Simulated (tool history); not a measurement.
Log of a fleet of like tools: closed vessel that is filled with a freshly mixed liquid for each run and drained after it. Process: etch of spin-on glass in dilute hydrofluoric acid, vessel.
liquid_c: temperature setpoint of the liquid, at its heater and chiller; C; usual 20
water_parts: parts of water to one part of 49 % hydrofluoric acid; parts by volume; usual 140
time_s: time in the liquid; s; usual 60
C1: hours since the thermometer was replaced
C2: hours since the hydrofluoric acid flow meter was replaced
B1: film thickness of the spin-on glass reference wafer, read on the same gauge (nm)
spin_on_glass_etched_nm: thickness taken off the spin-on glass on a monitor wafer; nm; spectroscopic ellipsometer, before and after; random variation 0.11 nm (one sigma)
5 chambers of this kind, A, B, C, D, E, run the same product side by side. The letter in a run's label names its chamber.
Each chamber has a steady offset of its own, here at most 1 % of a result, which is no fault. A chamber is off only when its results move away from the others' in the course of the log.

{"run": "1B", "hour": 8.5, "liquid_c": 20, "water_parts": 140, "time_s": 60, "C1": 785, "C2": 464.1, "B1": 40, "spin_on_glass_etched_nm": 11.857}
{"run": "2E", "hour": 17.0, "liquid_c": 20, "water_parts": 140, "time_s": 60, "C1": 1190.1, "C2": 1488.1, "B1": 39.988, "spin_on_glass_etched_nm": 11.666}
{"hour": 23.7, "done": "chamber E: thermometer replaced"}
{"run": "3A", "hour": 29.1, "liquid_c": 20, "water_parts": 140, "time_s": 60, "C1": 1492.4, "C2": 545.4, "B1": 39.969, "spin_on_glass_etched_nm": 11.841}
{"run": "4D", "hour": 39.2, "liquid_c": 20, "water_parts": 140, "time_s": 60, "C1": 1209.7, "C2": 498.6, "B1": 39.995, "spin_on_glass_etched_nm": 11.687}
{"run": "5C", "hour": 53.2, "liquid_c": 20, "water_parts": 140, "time_s": 60, "C1": 2095.2, "C2": 529.8, "B1": 40.009, "spin_on_glass_etched_nm": 11.799}
{"run": "6E", "hour": 62.8, "liquid_c": 20, "water_parts": 140, "time_s": 60, "C1": 39.1, "C2": 1533.9, "B1": 39.98, "spin_on_glass_etched_nm": 11.821}
{"run": "7D", "hour": 70.7, "liquid_c": 23.5, "water_parts": 140, "time_s": 95, "C1": 1241.2, "C2": 530.1, "B1": 39.966, "spin_on_glass_etched_nm": 21.277}
{"run": "8B", "hour": 77.0, "liquid_c": 23.5, "water_parts": 140, "time_s": 95, "C1": 853.5, "C2": 532.6, "B1": 39.981, "spin_on_glass_etched_nm": 22.044}
{"run": "9A", "hour": 91.3, "liquid_c": 23.5, "water_parts": 140, "time_s": 95, "C1": 1554.6, "C2": 607.6, "B1": 39.968, "spin_on_glass_etched_nm": 21.73}
{"run": "10C", "hour": 105.0, "liquid_c": 23.5, "water_parts": 140, "time_s": 95, "C1": 2147, "C2": 581.6, "B1": 39.974, "spin_on_glass_etched_nm": 21.443}
{"run": "11C", "hour": 118.3, "liquid_c": 23.5, "water_parts": 140, "time_s": 95, "C1": 2160.3, "C2": 594.9, "B1": 39.997, "spin_on_glass_etched_nm": 21.563}
{"run": "12B", "hour": 130.6, "liquid_c": 20, "water_parts": 140, "time_s": 60, "C1": 907.1, "C2": 586.2, "B1": 39.998, "spin_on_glass_etched_nm": 11.873}
{"run": "13E", "hour": 144.6, "liquid_c": 20, "water_parts": 140, "time_s": 60, "C1": 120.9, "C2": 1615.7, "B1": 40.005, "spin_on_glass_etched_nm": 11.833}
{"run": "14D", "hour": 155.7, "liquid_c": 20, "water_parts": 140, "time_s": 60, "C1": 1326.2, "C2": 615.1, "B1": 39.987, "spin_on_glass_etched_nm": 11.677}
{"run": "15A", "hour": 168.8, "liquid_c": 20, "water_parts": 140, "time_s": 60, "C1": 1632.1, "C2": 685.1, "B1": 40.016, "spin_on_glass_etched_nm": 11.749}
{"run": "16B", "hour": 177.9, "liquid_c": 20, "water_parts": 140, "time_s": 60, "C1": 954.4, "C2": 633.5, "B1": 39.995, "spin_on_glass_etched_nm": 11.91}
{"run": "17A", "hour": 185.5, "liquid_c": 20, "water_parts": 205, "time_s": 60, "C1": 1648.8, "C2": 701.8, "B1": 40.002, "spin_on_glass_etched_nm": 7.4349}
{"run": "18D", "hour": 194.8, "liquid_c": 20, "water_parts": 205, "time_s": 60, "C1": 1365.3, "C2": 654.2, "B1": 40.002, "spin_on_glass_etched_nm": 7.3491}
{"run": "19E", "hour": 201.3, "liquid_c": 20, "water_parts": 205, "time_s": 60, "C1": 177.6, "C2": 1672.4, "B1": 39.994, "spin_on_glass_etched_nm": 7.4397}
{"run": "20C", "hour": 215.3, "liquid_c": 20, "water_parts": 205, "time_s": 60, "C1": 2257.3, "C2": 691.9, "B1": 40.008, "spin_on_glass_etched_nm": 7.5484}
{"run": "21C", "hour": 228.1, "liquid_c": 20, "water_parts": 205, "time_s": 60, "C1": 2270.1, "C2": 704.7, "B1": 40.021, "spin_on_glass_etched_nm": 7.6114}
{"hour": 234.8, "done": "chamber C: thermometer replaced"}
{"run": "22E", "hour": 237.0, "liquid_c": 20, "water_parts": 140, "time_s": 60, "C1": 213.3, "C2": 1708.1, "B1": 40.036, "spin_on_glass_etched_nm": 11.573}
{"run": "23A", "hour": 244.4, "liquid_c": 20, "water_parts": 140, "time_s": 60, "C1": 1707.7, "C2": 760.7, "B1": 40.004, "spin_on_glass_etched_nm": 11.462}
{"hour": 249.8, "done": "chamber E: hydrofluoric acid flow meter replaced"}
{"run": "24B", "hour": 257.0, "liquid_c": 20, "water_parts": 140, "time_s": 60, "C1": 1033.5, "C2": 712.6, "B1": 39.977, "spin_on_glass_etched_nm": 11.557}
{"run": "25D", "hour": 266.8, "liquid_c": 20, "water_parts": 140, "time_s": 60, "C1": 1437.3, "C2": 726.2, "B1": 39.99, "spin_on_glass_etched_nm": 11.652}
{"run": "26C", "hour": 273.7, "liquid_c": 20, "water_parts": 140, "time_s": 60, "C1": 39, "C2": 750.3, "B1": 39.977, "spin_on_glass_etched_nm": 11.877}
{"run": "27D", "hour": 286.0, "liquid_c": 20, "water_parts": 140, "time_s": 60, "C1": 1456.5, "C2": 745.4, "B1": 39.992, "spin_on_glass_etched_nm": 11.651}
{"run": "28B", "hour": 298.7, "liquid_c": 20, "water_parts": 140, "time_s": 60, "C1": 1075.2, "C2": 754.3, "B1": 40.006, "spin_on_glass_etched_nm": 11.751}
{"run": "29E", "hour": 306.8, "liquid_c": 20, "water_parts": 205, "time_s": 60, "C1": 283.1, "C2": 57, "B1": 39.965, "spin_on_glass_etched_nm": 7.5719}
{"run": "30A", "hour": 320.9, "liquid_c": 20, "water_parts": 205, "time_s": 60, "C1": 1784.2, "C2": 837.2, "B1": 40.004, "spin_on_glass_etched_nm": 7.1429}
{"run": "31D", "hour": 327.4, "liquid_c": 20, "water_parts": 205, "time_s": 60, "C1": 1497.9, "C2": 786.8, "B1": 40.002, "spin_on_glass_etched_nm": 7.4978}
{"run": "32C", "hour": 340.8, "liquid_c": 20, "water_parts": 205, "time_s": 60, "C1": 106.1, "C2": 817.4, "B1": 39.985, "spin_on_glass_etched_nm": 7.5984}
{"run": "33E", "hour": 351.0, "liquid_c": 20, "water_parts": 205, "time_s": 60, "C1": 327.3, "C2": 101.2, "B1": 39.999, "spin_on_glass_etched_nm": 7.5924}
{"run": "34A", "hour": 357.7, "liquid_c": 20, "water_parts": 140, "time_s": 60, "C1": 1821, "C2": 874, "B1": 39.993, "spin_on_glass_etched_nm": 11.121}

Is one chamber off against the others, does the gauge drift, or is nothing wrong? If a chamber is off, say which, and what the likeliest cause is.

Chamber A drifts away from the others.
Cause: liquid colder than its thermometer reads (K) = 2.04.
The log may not tell that from: hydrofluoric acid flow below the setpoint (%).

Here are 4 candidates for chamber A's next run, each the usual settings with a change, their results left as question marks. Which one brings its results back in line with what the others give on the usual settings?
In line means no further than this from the other chambers' mean on the usual settings: spin_on_glass_etched_nm 0.37 nm
{"run": "35A-1", "hour": 368.0, "liquid_c": 20, "water_parts": 150, "time_s": 60, "spin_on_glass_etched_nm": "?"}
{"run": "35A-2", "hour": 368.0, "liquid_c": 20, "water_parts": 130, "time_s": 65, "spin_on_glass_etched_nm": "?"}
{"run": "35A-3", "hour": 368.0, "liquid_c": 22, "water_parts": 140, "time_s": 60, "spin_on_glass_etched_nm": "?"}
{"run": "35A-4", "hour": 368.0, "liquid_c": 20, "water_parts": 160, "time_s": 60, "spin_on_glass_etched_nm": "?"}

The other chambers' mean on the usual settings: spin_on_glass_etched_nm 11.795 nm
run=35A-1 spin_on_glass_etched_nm=10.146
run=35A-2 spin_on_glass_etched_nm=12.971
run=35A-3 spin_on_glass_etched_nm=11.914
run=35A-4 spin_on_glass_etched_nm=9.4093
35A-3 brings the chamber back in line.
